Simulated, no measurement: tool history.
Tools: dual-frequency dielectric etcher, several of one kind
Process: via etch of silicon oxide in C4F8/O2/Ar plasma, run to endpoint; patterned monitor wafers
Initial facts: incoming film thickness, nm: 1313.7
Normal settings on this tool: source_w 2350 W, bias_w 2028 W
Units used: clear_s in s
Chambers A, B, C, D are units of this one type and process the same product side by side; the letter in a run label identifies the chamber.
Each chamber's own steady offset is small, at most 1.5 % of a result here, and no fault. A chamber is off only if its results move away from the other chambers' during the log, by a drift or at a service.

run	day	source_w	bias_w	hours since the last wet clean	hours since the last source power generator calibration	hours since the last bias power generator calibration	clear_s
1B	0.408	2350	2028	262.2	2276.1	501.9	242.23
2D	0.888	2350	2028	639.9	74.0	1688.4	244.80
3A	1.433	2350	2028	255.6	465.3	1100.9	240.12
# day 1.533: chamber D: wet clean of the chamber
4C	1.792	2350	2028	409.0	883.4	1522.2	243.49
# day 2.162: chamber C: wet clean of the chamber
5D	2.296	2350	2028	18.4	107.8	1722.2	244.67
6B	2.696	2350	2028	317.1	2331.0	556.8	238.34
7C	3.012	2350	2028	20.4	912.7	1551.5	245.27
8A	3.525	2350	2028	305.8	515.5	1151.1	242.41
9A	4.033	2350	2028	318.0	527.7	1163.3	243.86
10B	4.362	2350	2028	357.1	2371.0	596.8	245.93
11C	4.850	2350	2028	64.5	956.8	1595.6	241.77
12D	5.192	2350	2028	87.9	177.3	1791.7	247.06
13A	5.717	2350	2028	358.4	568.1	1203.7	241.30
14C	6.138	2350	2028	95.4	987.7	1626.5	244.04
15B	6.500	2350	2028	408.4	2422.3	648.1	242.17
16D	6.792	2350	2028	126.3	215.7	1830.1	243.55
17D	7.200	2350	2028	136.1	225.5	1839.9	245.08
18A	7.575	2350	2028	403.0	612.7	1248.3	240.14
19C	8.042	1900	2028	141.1	1033.4	1672.2	263.62
20B	8.425	1900	2028	454.6	2468.5	694.3	258.88
21C	8.738	1900	2028	157.8	1050.1	1688.9	262.46
22A	9.071	1900	2028	438.9	648.6	1284.2	259.93
23D	9.500	2350	2028	191.3	280.7	1895.1	245.08
24B	9.812	2350	1767	487.9	2501.8	727.6	250.59
25C	10.112	2350	1767	190.8	1083.1	1721.9	253.75
26A	10.375	2350	1767	470.2	679.9	1315.5	248.00
27B	10.742	2350	1767	510.2	2524.1	749.9	248.31
28D	11.133	2350	1727	230.5	319.9	1934.3	253.34
29D	11.554	2350	1727	240.6	330.0	1944.4	253.05
30B	11.962	2350	1727	539.5	2553.4	779.2	256.61
31A	12.288	2350	1727	516.1	725.8	1361.4	249.39
32C	12.558	2900	2285	249.5	1141.8	1780.6	214.22
33D	12.912	2900	2285	273.2	362.6	1977.0	216.56
34A	13.183	2900	2285	537.6	747.3	1382.9	215.03
35B	13.512	2900	2285	576.7	2590.6	816.4	215.46
36C	13.925	2350	2028	282.3	1174.6	1813.4	247.24
37C	14.229	2350	2028	289.6	1181.9	1820.7	245.99

Each of the 4 chambers runs these same settings next. Fill in every chamber's results:
38A	14.625	2350	2028				?
38B	14.625	2350	2028				?
38C	14.625	2350	2028				?
38D	14.625	2350	2028				?

run	clear_s
38A	242.89
38B	244.06
38C	244.01
38D	240.78

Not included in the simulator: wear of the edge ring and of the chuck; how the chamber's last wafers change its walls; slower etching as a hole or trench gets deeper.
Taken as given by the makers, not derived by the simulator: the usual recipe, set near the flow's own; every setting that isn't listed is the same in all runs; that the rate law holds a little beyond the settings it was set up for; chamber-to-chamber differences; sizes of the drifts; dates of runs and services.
